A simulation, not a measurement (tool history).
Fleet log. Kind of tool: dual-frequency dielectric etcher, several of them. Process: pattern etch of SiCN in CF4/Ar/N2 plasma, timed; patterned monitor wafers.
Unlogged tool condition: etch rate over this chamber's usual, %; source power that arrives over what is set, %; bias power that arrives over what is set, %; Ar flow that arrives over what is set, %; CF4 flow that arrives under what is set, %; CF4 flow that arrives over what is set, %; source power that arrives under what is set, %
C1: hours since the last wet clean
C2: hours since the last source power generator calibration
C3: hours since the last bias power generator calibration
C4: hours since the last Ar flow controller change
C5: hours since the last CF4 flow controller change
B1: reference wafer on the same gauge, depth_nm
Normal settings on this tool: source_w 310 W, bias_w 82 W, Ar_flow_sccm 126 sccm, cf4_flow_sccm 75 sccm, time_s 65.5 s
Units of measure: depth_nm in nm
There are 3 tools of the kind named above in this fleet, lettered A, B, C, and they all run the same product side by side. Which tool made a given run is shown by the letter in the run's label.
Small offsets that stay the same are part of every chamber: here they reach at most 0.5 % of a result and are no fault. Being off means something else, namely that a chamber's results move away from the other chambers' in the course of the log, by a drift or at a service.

Run 1C, hour 6.7: usual settings; C1 72.5; C2 177.4; C3 2997.7; C4 1299.3; C5 1352.3; B1 43.276. Result: depth_nm 41.892 nm.
Run 2B, hour 16.8: usual settings; C1 63.7; C2 1280.4; C3 1801.8; C4 154.3; C5 2793.4; B1 43.302. Result: depth_nm 41.682 nm.
Run 3A, hour 28.1: usual settings; C1 228.2; C2 868.0; C3 3613.0; C4 1064.9; C5 2386.8; B1 43.304. Result: depth_nm 41.863 nm.
At hour 30.4: chamber B: CF4 flow controller replaced.
Run 4B, hour 34.3: usual settings; C1 81.2; C2 1297.9; C3 1819.3; C4 171.8; C5 4.0; B1 43.316. Result: depth_nm 41.932 nm.
Run 5C, hour 46.4: usual settings; C1 112.2; C2 217.1; C3 3037.4; C4 1339.0; C5 1392.0; B1 43.318. Result: depth_nm 41.853 nm.
Run 6A, hour 55.0: usual settings; C1 255.1; C2 894.9; C3 3639.9; C4 1091.8; C5 2413.7; B1 43.295. Result: depth_nm 41.855 nm.
Run 7C, hour 65.2: usual settings; C1 131.0; C2 235.9; C3 3056.2; C4 1357.8; C5 1410.8; B1 43.313. Result: depth_nm 41.704 nm.
Run 8B, hour 77.2: usual settings; C1 124.1; C2 1340.8; C3 1862.2; C4 214.7; C5 46.9; B1 43.294. Result: depth_nm 41.863 nm.
Run 9A, hour 87.3: usual settings but bias_w 69 W; C1 287.4; C2 927.2; C3 3672.2; C4 1124.1; C5 2446.0; B1 43.305. Result: depth_nm 39.277 nm.
Run 10A, hour 98.6: usual settings but bias_w 69 W; C1 298.7; C2 938.5; C3 3683.5; C4 1135.4; C5 2457.3; B1 43.319. Result: depth_nm 39.148 nm.
Run 11C, hour 112.6: usual settings but bias_w 69 W; C1 178.4; C2 283.3; C3 3103.6; C4 1405.2; C5 1458.2; B1 43.297. Result: depth_nm 39.211 nm.
Run 12B, hour 122.9: usual settings; C1 169.8; C2 1386.5; C3 1907.9; C4 260.4; C5 92.6; B1 43.309. Result: depth_nm 41.736 nm.
At hour 132.7: chamber C: bias power generator calibrated.
Run 13A, hour 137.1: usual settings; C1 337.2; C2 977.0; C3 3722.0; C4 1173.9; C5 2495.8; B1 43.286. Result: depth_nm 41.886 nm.
Run 14C, hour 150.3: usual settings; C1 216.1; C2 321.0; C3 17.7; C4 1442.9; C5 1495.9; B1 43.325. Result: depth_nm 42.327 nm.
Run 15B, hour 159.8: usual settings; C1 206.7; C2 1423.4; C3 1944.8; C4 297.3; C5 129.5; B1 43.297. Result: depth_nm 41.697 nm.
Run 16C, hour 170.5: usual settings but source_w 370 W; C1 236.3; C2 341.2; C3 37.9; C4 1463.1; C5 1516.1; B1 43.315. Result: depth_nm 49.420 nm.
Run 17A, hour 178.9: usual settings but source_w 370 W; C1 379.0; C2 1018.8; C3 3763.8; C4 1215.7; C5 2537.6; B1 43.303. Result: depth_nm 48.813 nm.
Run 18B, hour 188.2: usual settings but source_w 370 W; C1 235.1; C2 1451.8; C3 1973.2; C4 325.7; C5 157.9; B1 43.308. Result: depth_nm 49.116 nm.
Run 19C, hour 198.4: usual settings; C1 264.2; C2 369.1; C3 65.8; C4 1491.0; C5 1544.0; B1 43.318. Result: depth_nm 42.221 nm.
Run 20B, hour 204.9: usual settings but time_s 83.0 s; C1 251.8; C2 1468.5; C3 1989.9; C4 342.4; C5 174.6; B1 43.289. Result: depth_nm 52.898 nm.
Run 21A, hour 217.1: usual settings but time_s 83.0 s; C1 417.2; C2 1057.0; C3 3802.0; C4 1253.9; C5 2575.8; B1 43.293. Result: depth_nm 52.876 nm.
Run 22B, hour 229.6: usual settings but time_s 83.0 s; C1 276.5; C2 1493.2; C3 2014.6; C4 367.1; C5 199.3; B1 43.306. Result: depth_nm 52.937 nm.
Run 23C, hour 239.9: usual settings; C1 305.7; C2 410.6; C3 107.3; C4 1532.5; C5 1585.5; B1 43.303. Result: depth_nm 42.328 nm.
Run 24A, hour 252.7: usual settings; C1 452.8; C2 1092.6; C3 3837.6; C4 1289.5; C5 2611.4; B1 43.299. Result: depth_nm 41.848 nm.
Run 25C, hour 262.0: usual settings but source_w 260 W; C1 327.8; C2 432.7; C3 129.4; C4 1554.6; C5 1607.6; B1 43.280. Result: depth_nm 36.185 nm.
Run 26A, hour 270.2: usual settings but source_w 260 W; C1 470.3; C2 1110.1; C3 3855.1; C4 1307.0; C5 2628.9; B1 43.298. Result: depth_nm 35.818 nm.
Run 27B, hour 284.2: usual settings but source_w 260 W; C1 331.1; C2 1547.8; C3 2069.2; C4 421.7; C5 253.9; B1 43.284. Result: depth_nm 35.695 nm.
Run 28C, hour 297.3: usual settings; C1 363.1; C2 468.0; C3 164.7; C4 1589.9; C5 1642.9; B1 43.265. Result: depth_nm 42.334 nm.
Run 29A, hour 303.5: usual settings; C1 503.6; C2 1143.4; C3 3888.4; C4 1340.3; C5 2662.2; B1 43.296. Result: depth_nm 41.905 nm.
Run 30B, hour 314.2: usual settings but cf4_flow_sccm 82 sccm, time_s 56.5 s; C1 361.1; C2 1577.8; C3 2099.2; C4 451.7; C5 283.9; B1 43.324. Result: depth_nm 36.497 nm.
At hour 318.9: chamber A: wet clean of the chamber.
Run 31C, hour 321.6: usual settings but cf4_flow_sccm 82 sccm, time_s 56.5 s; C1 387.4; C2 492.3; C3 189.0; C4 1614.2; C5 1667.2; B1 43.307. Result: depth_nm 36.956 nm.
At hour 322.8: chamber B: wet clean of the chamber.
Run 32B, hour 335.8: usual settings but cf4_flow_sccm 82 sccm, time_s 56.5 s; C1 13.0; C2 1599.4; C3 2120.8; C4 473.3; C5 305.5; B1 43.297. Result: depth_nm 36.470 nm.
Run 33A, hour 346.2: usual settings; C1 27.3; C2 1186.1; C3 3931.1; C4 1383.0; C5 2704.9; B1 43.302. Result: depth_nm 41.766 nm.
Run 34C, hour 357.3: usual settings; C1 423.1; C2 528.0; C3 224.7; C4 1649.9; C5 1702.9; B1 43.313. Result: depth_nm 42.203 nm.
Run 35A, hour 365.0: usual settings but source_w 340 W, cf4_flow_sccm 93 sccm; C1 46.1; C2 1204.9; C3 3949.9; C4 1401.8; C5 2723.7; B1 43.308. Result: depth_nm 46.621 nm.
Run 36B, hour 371.7: usual settings but source_w 340 W, cf4_flow_sccm 93 sccm; C1 48.9; C2 1635.3; C3 2156.7; C4 509.2; C5 341.4; B1 43.304. Result: depth_nm 46.571 nm.
Run 37A, hour 382.3: usual settings but source_w 340 W, cf4_flow_sccm 93 sccm; C1 63.4; C2 1222.2; C3 3967.2; C4 1419.1; C5 2741.0; B1 43.290. Result: depth_nm 46.855 nm.
Run 38B, hour 392.6: usual settings; C1 69.8; C2 1656.2; C3 2177.6; C4 530.1; C5 362.3; B1 43.325. Result: depth_nm 41.741 nm.

What goes on in this fleet: one chamber off, a drifting gauge, or nothing beyond the chambers' own small offsets? Name the chamber and the cause, if any.

A service left chamber C off against the others.
Cause: bias power that arrives over what is set, % = 2.89.

Chamber C could run next with any of the 4 candidate recipes listed below; each alters the usual settings, and their results appear as question marks. Which one brings its results back in line with what the other chambers deliver on the usual settings?
Counts as in line when no further than this from what the other chambers average on the usual settings: depth_nm 0.330 nm
Run 39C-1, hour 402.9: usual settings but time_s 64.0 s. Result: depth_nm ?.
Run 39C-2, hour 402.9: usual settings but Ar_flow_sccm 116 sccm. Result: depth_nm ?.
Run 39C-3, hour 402.9: usual settings but source_w 320 W. Result: depth_nm ?.
Run 39C-4, hour 402.9: usual settings but cf4_flow_sccm 69 sccm. Result: depth_nm ?.

Usual-settings mean across the other chambers: depth_nm 41.777 nm
  run  depth_nm
39C-1    41.314
39C-2    42.771
39C-3    43.472
39C-4    41.789
39C-4 puts the chamber back in line with the other chambers.
